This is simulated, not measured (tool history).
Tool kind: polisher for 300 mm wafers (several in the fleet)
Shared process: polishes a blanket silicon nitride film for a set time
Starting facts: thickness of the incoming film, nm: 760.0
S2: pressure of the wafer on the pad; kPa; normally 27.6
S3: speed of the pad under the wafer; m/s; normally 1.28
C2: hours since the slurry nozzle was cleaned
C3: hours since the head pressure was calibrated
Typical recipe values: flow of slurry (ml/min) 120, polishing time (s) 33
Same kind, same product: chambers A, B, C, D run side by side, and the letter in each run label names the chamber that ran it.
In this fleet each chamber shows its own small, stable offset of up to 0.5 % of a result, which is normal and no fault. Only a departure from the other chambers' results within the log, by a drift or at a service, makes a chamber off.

{"hour": 3.5, "done": "chamber D: slurry nozzle cleaned"}
{"hour": 9.4, "done": "chamber B: worn pad replaced by a new one"}
{"run": "1A", "hour": 10.1, "flow of slurry (ml/min)": 120, "S2": 27.6, "S3": 1.28, "polishing time (s)": 33, "wafers polished on this pad": 651, "C2": 193.5, "C3": 603.1, "film removed (angstrom)": 703.67}
{"run": "2B", "hour": 16.2, "flow of slurry (ml/min)": 120, "S2": 27.6, "S3": 1.28, "polishing time (s)": 33, "wafers polished on this pad": 84, "C2": 367.2, "C3": 490.8, "film removed (angstrom)": 717.67}
{"hour": 20.7, "done": "chamber C: worn pad replaced by a new one"}
{"run": "3C", "hour": 22.0, "flow of slurry (ml/min)": 120, "S2": 27.6, "S3": 1.28, "polishing time (s)": 33, "wafers polished on this pad": 16, "C2": 320.4, "C3": 203.9, "film removed (angstrom)": 699.97}
{"run": "4D", "hour": 29.7, "flow of slurry (ml/min)": 120, "S2": 27.6, "S3": 1.28, "polishing time (s)": 33, "wafers polished on this pad": 690, "C2": 26.3, "C3": 92, "film removed (angstrom)": 699.71}
{"run": "5B", "hour": 37.1, "flow of slurry (ml/min)": 120, "S2": 27.6, "S3": 1.28, "polishing time (s)": 33, "wafers polished on this pad": 343, "C2": 388.1, "C3": 511.7, "film removed (angstrom)": 695.35}
{"run": "6D", "hour": 46.7, "flow of slurry (ml/min)": 120, "S2": 27.6, "S3": 1.28, "polishing time (s)": 33, "wafers polished on this pad": 901, "C2": 43.3, "C3": 109, "film removed (angstrom)": 716.89}
{"run": "7C", "hour": 55.9, "flow of slurry (ml/min)": 120, "S2": 27.6, "S3": 1.28, "polishing time (s)": 33, "wafers polished on this pad": 436, "C2": 354.3, "C3": 237.8, "film removed (angstrom)": 716.46}
{"run": "8A", "hour": 61.5, "flow of slurry (ml/min)": 120, "S2": 27.6, "S3": 1.28, "polishing time (s)": 33, "wafers polished on this pad": 1289, "C2": 244.9, "C3": 654.5, "film removed (angstrom)": 702.3}
{"hour": 64.8, "done": "chamber D: worn pad replaced by a new one"}
{"hour": 66.3, "done": "chamber B: worn pad replaced by a new one"}
{"run": "9A", "hour": 69.7, "flow of slurry (ml/min)": 120, "S2": 27.6, "S3": 1, "polishing time (s)": 33, "wafers polished on this pad": 1391, "C2": 253.1, "C3": 662.7, "film removed (angstrom)": 595.61}
{"hour": 78.3, "done": "chamber C: worn pad replaced by a new one"}
{"run": "10D", "hour": 79.5, "flow of slurry (ml/min)": 120, "S2": 27.6, "S3": 1, "polishing time (s)": 33, "wafers polished on this pad": 182, "C2": 76.1, "C3": 141.8, "film removed (angstrom)": 571.95}
{"run": "11B", "hour": 87.4, "flow of slurry (ml/min)": 120, "S2": 27.6, "S3": 1, "polishing time (s)": 33, "wafers polished on this pad": 262, "C2": 438.4, "C3": 562, "film removed (angstrom)": 579.3}
{"run": "12C", "hour": 93.8, "flow of slurry (ml/min)": 120, "S2": 27.6, "S3": 1, "polishing time (s)": 33, "wafers polished on this pad": 192, "C2": 392.2, "C3": 275.7, "film removed (angstrom)": 579.88}
{"run": "13C", "hour": 102.7, "flow of slurry (ml/min)": 120, "S2": 27.6, "S3": 0.98, "polishing time (s)": 22, "wafers polished on this pad": 303, "C2": 401.1, "C3": 284.6, "film removed (angstrom)": 377.1}
{"hour": 107.5, "done": "chamber B: slurry nozzle cleaned"}
{"run": "14B", "hour": 111.5, "flow of slurry (ml/min)": 120, "S2": 27.6, "S3": 0.98, "polishing time (s)": 22, "wafers polished on this pad": 561, "C2": 4, "C3": 586.1, "film removed (angstrom)": 381.26}
{"run": "15D", "hour": 118.3, "flow of slurry (ml/min)": 120, "S2": 27.6, "S3": 0.98, "polishing time (s)": 22, "wafers polished on this pad": 664, "C2": 114.9, "C3": 180.6, "film removed (angstrom)": 383.55}
{"run": "16A", "hour": 125.1, "flow of slurry (ml/min)": 120, "S2": 27.6, "S3": 0.98, "polishing time (s)": 22, "wafers polished on this pad": 2078, "C2": 308.5, "C3": 718.1, "film removed (angstrom)": 377.95}
{"run": "17D", "hour": 131.6, "flow of slurry (ml/min)": 120, "S2": 27.6, "S3": 1.28, "polishing time (s)": 33, "wafers polished on this pad": 829, "C2": 128.2, "C3": 193.9, "film removed (angstrom)": 699.15}
{"hour": 134.9, "done": "chamber B: worn pad replaced by a new one"}
{"run": "18B", "hour": 139.8, "flow of slurry (ml/min)": 120, "S2": 27.6, "S3": 1.28, "polishing time (s)": 33, "wafers polished on this pad": 60, "C2": 32.3, "C3": 614.4, "film removed (angstrom)": 708.9}
{"hour": 144.3, "done": "chamber D: worn pad replaced by a new one"}
{"hour": 145.4, "done": "chamber C: worn pad replaced by a new one"}
{"run": "19C", "hour": 147.5, "flow of slurry (ml/min)": 120, "S2": 27.6, "S3": 1.28, "polishing time (s)": 33, "wafers polished on this pad": 27, "C2": 445.9, "C3": 329.4, "film removed (angstrom)": 699.63}
{"run": "20A", "hour": 156.0, "flow of slurry (ml/min)": 120, "S2": 27.6, "S3": 1.28, "polishing time (s)": 33, "wafers polished on this pad": 2461, "C2": 339.4, "C3": 749, "film removed (angstrom)": 703.23}
{"run": "21B", "hour": 161.5, "flow of slurry (ml/min)": 120, "S2": 27.6, "S3": 1.28, "polishing time (s)": 33, "wafers polished on this pad": 330, "C2": 54, "C3": 636.1, "film removed (angstrom)": 706.6}
{"run": "22C", "hour": 169.0, "flow of slurry (ml/min)": 120, "S2": 27.6, "S3": 1.28, "polishing time (s)": 33, "wafers polished on this pad": 293, "C2": 467.4, "C3": 350.9, "film removed (angstrom)": 707.47}
{"run": "23A", "hour": 174.5, "flow of slurry (ml/min)": 120, "S2": 27.6, "S3": 1.28, "polishing time (s)": 33, "wafers polished on this pad": 2691, "C2": 357.9, "C3": 767.5, "film removed (angstrom)": 680.39}
{"run": "24D", "hour": 184.3, "flow of slurry (ml/min)": 120, "S2": 19.3, "S3": 1.28, "polishing time (s)": 26, "wafers polished on this pad": 496, "C2": 180.9, "C3": 246.6, "film removed (angstrom)": 388.53}
{"run": "25D", "hour": 193.1, "flow of slurry (ml/min)": 120, "S2": 19.3, "S3": 1.28, "polishing time (s)": 26, "wafers polished on this pad": 605, "C2": 189.7, "C3": 255.4, "film removed (angstrom)": 388.53}
{"hour": 193.7, "done": "chamber B: worn pad replaced by a new one"}
{"run": "26A", "hour": 203.2, "flow of slurry (ml/min)": 120, "S2": 19.3, "S3": 1.28, "polishing time (s)": 26, "wafers polished on this pad": 3047, "C2": 386.6, "C3": 796.2, "film removed (angstrom)": 379.43}
{"hour": 205.7, "done": "chamber C: worn pad replaced by a new one"}
{"run": "27B", "hour": 207.8, "flow of slurry (ml/min)": 120, "S2": 19.3, "S3": 1.28, "polishing time (s)": 26, "wafers polished on this pad": 175, "C2": 100.3, "C3": 682.4, "film removed (angstrom)": 389.77}
{"run": "28C", "hour": 212.2, "flow of slurry (ml/min)": 100, "S2": 27.6, "S3": 1.28, "polishing time (s)": 33, "wafers polished on this pad": 81, "C2": 510.6, "C3": 394.1, "film removed (angstrom)": 676.33}
{"run": "29B", "hour": 217.5, "flow of slurry (ml/min)": 100, "S2": 27.6, "S3": 1.28, "polishing time (s)": 33, "wafers polished on this pad": 295, "C2": 110, "C3": 692.1, "film removed (angstrom)": 673.27}
{"run": "30D", "hour": 225.1, "flow of slurry (ml/min)": 100, "S2": 27.6, "S3": 1.28, "polishing time (s)": 33, "wafers polished on this pad": 1002, "C2": 221.7, "C3": 287.4, "film removed (angstrom)": 675.19}
{"run": "31C", "hour": 230.5, "flow of slurry (ml/min)": 100, "S2": 27.6, "S3": 1.28, "polishing time (s)": 33, "wafers polished on this pad": 308, "C2": 528.9, "C3": 412.4, "film removed (angstrom)": 668.19}
{"hour": 233.1, "done": "chamber D: worn pad replaced by a new one"}
{"run": "32A", "hour": 235.2, "flow of slurry (ml/min)": 120, "S2": 19.3, "S3": 1.28, "polishing time (s)": 33, "wafers polished on this pad": 3444, "C2": 418.6, "C3": 828.2, "film removed (angstrom)": 467.48}
{"run": "33B", "hour": 243.2, "flow of slurry (ml/min)": 120, "S2": 19.3, "S3": 1.28, "polishing time (s)": 33, "wafers polished on this pad": 614, "C2": 135.7, "C3": 717.8, "film removed (angstrom)": 491.14}
{"run": "34C", "hour": 249.7, "flow of slurry (ml/min)": 120, "S2": 19.3, "S3": 1.28, "polishing time (s)": 33, "wafers polished on this pad": 546, "C2": 548.1, "C3": 431.6, "film removed (angstrom)": 494.43}
{"hour": 253.7, "done": "chamber B: worn pad replaced by a new one"}
{"run": "35A", "hour": 254.9, "flow of slurry (ml/min)": 120, "S2": 19.3, "S3": 1.28, "polishing time (s)": 33, "wafers polished on this pad": 3688, "C2": 438.3, "C3": 847.9, "film removed (angstrom)": 476.33}
{"run": "36D", "hour": 259.2, "flow of slurry (ml/min)": 120, "S2": 27.6, "S3": 1.28, "polishing time (s)": 33, "wafers polished on this pad": 324, "C2": 255.8, "C3": 321.5, "film removed (angstrom)": 706.51}
{"hour": 265.1, "done": "chamber A: slurry nozzle cleaned"}
{"run": "37B", "hour": 267.6, "flow of slurry (ml/min)": 120, "S2": 27.6, "S3": 1.28, "polishing time (s)": 33, "wafers polished on this pad": 173, "C2": 160.1, "C3": 742.2, "film removed (angstrom)": 708.36}
{"hour": 274.9, "done": "chamber C: worn pad replaced by a new one"}
{"run": "38C", "hour": 275.1, "flow of slurry (ml/min)": 120, "S2": 27.6, "S3": 1.28, "polishing time (s)": 33, "wafers polished on this pad": 3, "C2": 573.5, "C3": 457, "film removed (angstrom)": 705.21}
{"run": "39D", "hour": 281.5, "flow of slurry (ml/min)": 120, "S2": 27.6, "S3": 1.28, "polishing time (s)": 33, "wafers polished on this pad": 601, "C2": 278.1, "C3": 343.8, "film removed (angstrom)": 705.47}
{"run": "40A", "hour": 288.1, "flow of slurry (ml/min)": 120, "S2": 27.6, "S3": 1.28, "polishing time (s)": 33, "wafers polished on this pad": 4100, "C2": 23, "C3": 881.1, "film removed (angstrom)": 672.08}
{"run": "41A", "hour": 297.5, "flow of slurry (ml/min)": 120, "S2": 27.6, "S3": 1.28, "polishing time (s)": 33, "wafers polished on this pad": 4217, "C2": 32.4, "C3": 890.5, "film removed (angstrom)": 664.95}
{"run": "42B", "hour": 305.0, "flow of slurry (ml/min)": 120, "S2": 27.6, "S3": 1.28, "polishing time (s)": 33, "wafers polished on this pad": 637, "C2": 197.5, "C3": 779.6, "film removed (angstrom)": 704.19}
{"run": "43C", "hour": 311.3, "flow of slurry (ml/min)": 120, "S2": 22.8, "S3": 1.28, "polishing time (s)": 33, "wafers polished on this pad": 452, "C2": 609.7, "C3": 493.2, "film removed (angstrom)": 584.85}

What goes on in this fleet: one chamber off, a drifting gauge, or nothing beyond the chambers' own small offsets? Name the chamber and the cause, if any.

One chamber, A, drifts off from the rest bit by bit.
What lies behind it: removal rate lost through wear of the pad, % = 7.37.
With only this log, it may be confused with: head's pressure below its setpoint, %.

Which of the 4 candidates below, each the usual settings with something changed and its results left as question marks, puts chamber A back in line with what the other chambers give on the usual settings?
Counts as in line when no further than this from what the other chambers average on the usual settings: film removed (angstrom) 29
{"run": "44A-1", "hour": 318.6, "flow of slurry (ml/min)": 115, "S2": 27.6, "S3": 1.06, "polishing time (s)": 33, "film removed (angstrom)": "?"}
{"run": "44A-2", "hour": 318.6, "flow of slurry (ml/min)": 120, "S2": 29.6, "S3": 1.28, "polishing time (s)": 35, "film removed (angstrom)": "?"}
{"run": "44A-3", "hour": 318.6, "flow of slurry (ml/min)": 120, "S2": 25.5, "S3": 1.28, "polishing time (s)": 33, "film removed (angstrom)": "?"}
{"run": "44A-4", "hour": 318.6, "flow of slurry (ml/min)": 120, "S2": 27.6, "S3": 1.32, "polishing time (s)": 35, "film removed (angstrom)": "?"}

What the other chambers average on the usual settings: film removed (angstrom) 706.37
run=44A-1 film_removed_(angstrom)=562.64
run=44A-2 film_removed_(angstrom)=750.91
run=44A-3 film_removed_(angstrom)=609.3
run=44A-4 film_removed_(angstrom)=715.72
44A-4 brings the chamber back in line.
